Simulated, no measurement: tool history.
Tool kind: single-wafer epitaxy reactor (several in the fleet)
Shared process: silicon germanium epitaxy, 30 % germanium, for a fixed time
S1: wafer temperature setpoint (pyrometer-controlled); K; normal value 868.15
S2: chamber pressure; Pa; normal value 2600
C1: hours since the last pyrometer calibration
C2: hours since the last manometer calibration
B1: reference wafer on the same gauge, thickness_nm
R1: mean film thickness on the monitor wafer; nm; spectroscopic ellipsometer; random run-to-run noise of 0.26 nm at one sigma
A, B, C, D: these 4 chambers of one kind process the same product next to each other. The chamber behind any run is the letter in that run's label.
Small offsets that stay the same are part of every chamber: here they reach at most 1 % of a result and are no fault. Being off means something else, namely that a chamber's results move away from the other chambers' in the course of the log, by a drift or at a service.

run 1C day=0.192 | S1=868.15 S2=2600 | C1=2845.6 C2=478.7 | B1=61.353 | R1=53.217
run 2D day=0.442 | S1=868.15 S2=2600 | C1=609.3 C2=966.8 | B1=61.298 | R1=53.421
run 3B day=0.629 | S1=868.15 S2=2600 | C1=1077.2 C2=1012.7 | B1=61.283 | R1=53.445
run 4A day=1.025 | S1=868.15 S2=2600 | C1=2066.3 C2=206.9 | B1=61.309 | R1=53.451
run 5C day=1.229 | S1=868.15 S2=2013 | C1=2870.5 C2=503.6 | B1=61.314 | R1=48.139
run 6B day=1.612 | S1=868.15 S2=2013 | C1=1100.8 C2=1036.3 | B1=61.268 | R1=48.482
run 7D day=1.821 | S1=868.15 S2=2013 | C1=642.4 C2=999.9 | B1=61.296 | R1=48.473
run 8A day=2.108 | S1=868.15 S2=2013 | C1=2092.3 C2=232.9 | B1=61.268 | R1=48.142
-- day=2.254 chamber D: capacitance manometer re-zeroed and calibrated
run 9A day=2.404 | S1=868.15 S2=2600 | C1=2099.4 C2=240.0 | B1=61.257 | R1=53.060
run 10B day=2.654 | S1=879.15 S2=2386 | C1=1125.8 C2=1061.3 | B1=61.218 | R1=63.026
run 11C day=3.025 | S1=879.15 S2=2386 | C1=2913.6 C2=546.7 | B1=61.324 | R1=62.968
run 12D day=3.358 | S1=879.15 S2=2386 | C1=679.3 C2=26.6 | B1=61.393 | R1=62.722
run 13A day=3.712 | S1=879.15 S2=2386 | C1=2130.8 C2=271.4 | B1=61.282 | R1=62.898
run 14D day=4.108 | S1=868.15 S2=2600 | C1=697.3 C2=44.6 | B1=61.324 | R1=53.330
run 15B day=4.442 | S1=868.15 S2=2600 | C1=1168.7 C2=1104.2 | B1=61.225 | R1=53.505
run 16C day=4.633 | S1=868.15 S2=2600 | C1=2952.2 C2=585.3 | B1=61.349 | R1=53.432
run 17A day=4.958 | S1=868.15 S2=2600 | C1=2160.7 C2=301.3 | B1=61.333 | R1=53.232
run 18B day=5.150 | S1=868.15 S2=2600 | C1=1185.7 C2=1121.2 | B1=61.340 | R1=53.497
run 19D day=5.400 | S1=868.15 S2=2600 | C1=728.3 C2=75.6 | B1=61.290 | R1=53.439
run 20C day=5.783 | S1=868.15 S2=2600 | C1=2979.8 C2=612.9 | B1=61.306 | R1=53.484
run 21B day=6.038 | S1=868.15 S2=2600 | C1=1207.0 C2=1142.5 | B1=61.320 | R1=54.098
run 22C day=6.354 | S1=857.15 S2=1986 | C1=2993.5 C2=626.6 | B1=61.292 | R1=38.630
run 23D day=6.704 | S1=857.15 S2=1986 | C1=759.6 C2=106.9 | B1=61.284 | R1=39.118
run 24A day=7.079 | S1=857.15 S2=1986 | C1=2211.6 C2=352.2 | B1=61.292 | R1=38.667
-- day=7.225 chamber C: pyrometer calibrated
run 25A day=7.308 | S1=857.15 S2=1986 | C1=2217.1 C2=357.7 | B1=61.267 | R1=39.253
run 26D day=7.483 | S1=868.15 S2=2600 | C1=778.3 C2=125.6 | B1=61.323 | R1=53.444
run 27C day=7.712 | S1=868.15 S2=2600 | C1=11.7 C2=659.2 | B1=61.332 | R1=52.531
run 28B day=8.021 | S1=868.15 S2=2600 | C1=1254.6 C2=1190.1 | B1=61.293 | R1=53.304
run 29B day=8.362 | S1=868.15 S2=2600 | C1=1262.8 C2=1198.3 | B1=61.324 | R1=53.777
run 30A day=8.658 | S1=856.15 S2=2840 | C1=2249.5 C2=390.1 | B1=61.312 | R1=44.124
run 31D day=8.996 | S1=856.15 S2=2840 | C1=814.6 C2=161.9 | B1=61.349 | R1=44.242
run 32C day=9.300 | S1=856.15 S2=2840 | C1=49.8 C2=697.3 | B1=61.335 | R1=43.553
run 33C day=9.508 | S1=856.15 S2=2840 | C1=54.8 C2=702.3 | B1=61.242 | R1=43.518
run 34A day=9.808 | S1=877.15 S2=2600 | C1=2277.1 C2=417.7 | B1=61.300 | R1=62.643
run 35B day=10.200 | S1=877.15 S2=2600 | C1=1306.9 C2=1242.4 | B1=61.336 | R1=63.184
run 36D day=10.496 | S1=877.15 S2=2600 | C1=850.6 C2=197.9 | B1=61.267 | R1=62.968
run 37A day=10.746 | S1=877.15 S2=2600 | C1=2299.6 C2=440.2 | B1=61.251 | R1=63.196

Each of the 4 chambers runs these same settings next. Fill in every chamber's results:
run 38A day=11.038 | S1=868.15 S2=2106 | R1=?
run 38B day=11.038 | S1=868.15 S2=2106 | R1=?
run 38C day=11.038 | S1=868.15 S2=2106 | R1=?
run 38D day=11.038 | S1=868.15 S2=2106 | R1=?

run=38A R1=49.258
run=38B R1=49.098
run=38C R1=48.612
run=38D R1=49.179
